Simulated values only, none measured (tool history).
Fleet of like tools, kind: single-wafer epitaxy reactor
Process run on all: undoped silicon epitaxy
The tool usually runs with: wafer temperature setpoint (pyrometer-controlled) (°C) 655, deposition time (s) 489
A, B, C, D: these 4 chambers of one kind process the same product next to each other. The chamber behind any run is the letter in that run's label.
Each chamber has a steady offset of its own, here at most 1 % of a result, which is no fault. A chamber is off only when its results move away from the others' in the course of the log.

run	day	wafer temperature setpoint (pyrometer-controlled) (°C)	deposition time (s)	hours since the last pyrometer calibration	read-back reference wafer on the same gauge, thickness_nm	mean film thickness on the monitor wafer (nm)
1D	0.562	655	489	1198.9	98.676	91.844
# day 1.021: chamber A: pyrometer calibrated
2B	1.125	655	489	822	98.626	92.753
3C	1.671	655	489	526.4	98.626	91.517
4A	2.146	655	489	27	98.611	91.169
5C	2.467	663	544	545.5	98.598	120.74
6A	2.762	663	544	41.8	98.572	120.86
7B	3.283	663	544	873.8	98.608	122.28
8D	3.6	663	544	1271.8	98.645	121.19
9C	3.975	655	489	581.7	98.611	91.496
10D	4.258	655	489	1287.6	98.577	91.332
11B	4.804	655	489	910.3	98.593	92.706
12A	5.388	655	489	104.8	98.565	91.078
13C	5.646	655	489	621.8	98.615	91.602
14B	6.158	655	489	942.8	98.581	92.599
15D	6.708	655	489	1346.4	98.595	91.569
16A	7.271	655	489	150	98.604	91.289
17D	7.733	655	489	1371	98.542	91.513
18B	8.183	666	489	991.4	98.58	117.73
19C	8.6	666	489	692.7	98.595	115.92
20A	9.029	666	489	192.2	98.588	115.68
21A	9.592	666	489	205.7	98.607	115.52
22D	10.033	655	489	1426.2	98.554	91.629
23B	10.317	655	489	1042.6	98.617	92.735
24C	10.638	655	489	741.6	98.564	91.765
25B	11.05	655	489	1060.2	98.629	93.726
26A	11.354	655	489	248	98.592	91.326

For the next run the whole fleet of 4 chambers uses the same settings. Give each chamber's results:
27A	11.775	655	489			?
27B	11.775	655	489			?
27C	11.775	655	489			?
27D	11.775	655	489			?

run	mean film thickness on the monitor wafer (nm)
27A	91.404
27B	93.348
27C	91.611
27D	91.211
